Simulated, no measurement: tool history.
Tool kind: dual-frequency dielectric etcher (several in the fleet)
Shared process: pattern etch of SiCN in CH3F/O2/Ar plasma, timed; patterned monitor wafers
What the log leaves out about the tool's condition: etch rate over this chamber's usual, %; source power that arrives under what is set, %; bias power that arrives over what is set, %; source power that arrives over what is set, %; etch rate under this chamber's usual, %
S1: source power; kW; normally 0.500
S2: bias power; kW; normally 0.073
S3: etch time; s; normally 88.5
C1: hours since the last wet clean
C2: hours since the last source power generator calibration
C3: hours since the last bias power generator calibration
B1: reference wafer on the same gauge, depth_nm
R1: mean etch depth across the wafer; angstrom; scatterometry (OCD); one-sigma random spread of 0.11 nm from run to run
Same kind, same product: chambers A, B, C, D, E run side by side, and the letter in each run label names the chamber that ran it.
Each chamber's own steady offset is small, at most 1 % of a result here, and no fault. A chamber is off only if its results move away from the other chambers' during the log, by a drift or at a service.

run	day	S1	S2	S3	C1	C2	C3	B1	R1
1E	0.188	0.500	0.073	88.5	416.9	1800.9	1620.0	34.223	361.68
2B	0.350	0.500	0.073	88.5	409.7	1727.3	820.2	34.194	359.06
3D	0.562	0.500	0.073	88.5	204.2	2163.4	518.3	34.185	363.51
4A	0.854	0.500	0.073	88.5	179.0	480.1	2773.4	34.198	365.68
5C	1.167	0.500	0.073	88.5	389.1	1501.1	976.6	34.201	364.06
6C	1.492	0.500	0.073	88.5	396.9	1508.9	984.4	34.233	364.93
7A	1.775	0.500	0.073	88.5	201.1	502.2	2795.5	34.188	362.59
8E	1.992	0.500	0.073	88.5	460.2	1844.2	1663.3	34.234	359.46
9D	2.262	0.500	0.073	88.5	245.0	2204.2	559.1	34.186	360.73
10B	2.458	0.500	0.073	88.5	460.3	1777.9	870.8	34.193	360.54
11B	2.796	0.500	0.073	88.5	468.4	1786.0	878.9	34.205	360.83
12C	3.000	0.500	0.073	88.5	433.1	1545.1	1020.6	34.196	365.07
# day 3.117: chamber E: wet clean of the chamber
13A	3.246	0.500	0.073	88.5	236.4	537.5	2830.8	34.210	363.65
14D	3.558	0.500	0.073	88.5	276.1	2235.3	590.2	34.185	365.05
15E	3.733	0.500	0.073	88.5	14.9	1886.0	1705.1	34.213	348.78
16A	3.925	0.570	0.073	102.5	252.7	553.8	2847.1	34.226	442.42
17B	4.242	0.570	0.073	102.5	503.1	1820.7	913.6	34.223	439.99
18E	4.458	0.570	0.073	102.5	32.3	1903.4	1722.5	34.200	422.90
19C	4.746	0.570	0.073	102.5	475.0	1587.0	1062.5	34.210	442.75
20D	5.083	0.570	0.073	102.5	312.7	2271.9	626.8	34.226	441.87
21B	5.358	0.500	0.073	88.5	529.9	1847.5	940.4	34.183	360.58
22D	5.608	0.500	0.073	88.5	325.3	2284.5	639.4	34.195	362.21
# day 5.742: chamber C: wet clean of the chamber
23A	5.921	0.500	0.073	70.0	300.6	601.7	2895.0	34.179	287.36
24E	6.150	0.500	0.073	70.0	72.9	1944.0	1763.1	34.180	276.78
25C	6.508	0.500	0.073	70.0	18.5	1629.3	1104.8	34.203	287.91
26B	6.704	0.500	0.073	70.0	562.2	1879.8	972.7	34.198	285.63
27D	6.908	0.500	0.073	70.0	356.5	2315.7	670.6	34.177	286.45
28C	7.100	0.500	0.073	88.5	32.7	1643.5	1119.0	34.183	366.35
# day 7.262: chamber D: wet clean of the chamber
29E	7.421	0.500	0.073	88.5	103.4	1974.5	1793.6	34.197	349.23
# day 7.454: chamber B: wet clean of the chamber
30A	7.683	0.500	0.073	88.5	342.9	644.0	2937.3	34.214	364.79
31C	7.871	0.500	0.073	88.5	51.2	1662.0	1137.5	34.222	365.30
32D	8.050	0.500	0.073	88.5	18.9	2343.1	698.0	34.190	361.36
33E	8.371	0.500	0.073	88.5	126.2	1997.3	1816.4	34.191	347.53
# day 8.446: chamber A: bias power generator calibrated
34A	8.683	0.500	0.073	88.5	366.9	668.0	5.8	34.226	362.33
35B	8.904	0.500	0.073	88.5	34.9	1932.6	1025.5	34.187	361.19
# day 9.204: chamber A: wet clean of the chamber
36E	9.225	0.500	0.073	88.5	146.7	2017.8	1836.9	34.201	347.90
37D	9.446	0.580	0.067	88.5	52.4	2376.6	731.5	34.204	374.12
38A	9.629	0.580	0.067	88.5	10.3	690.7	28.5	34.206	373.99
39C	9.979	0.580	0.067	88.5	101.8	1712.6	1188.1	34.212	373.72

Predict what each chamber gives when all 5 of them run the settings below next.
40A	10.242	0.500	0.073	88.5					?
40B	10.242	0.500	0.073	88.5					?
40C	10.242	0.500	0.073	88.5					?
40D	10.242	0.500	0.073	88.5					?
40E	10.242	0.500	0.073	88.5					?

run	R1
40A	363.51
40B	362.34
40C	364.64
40D	364.35
40E	348.89
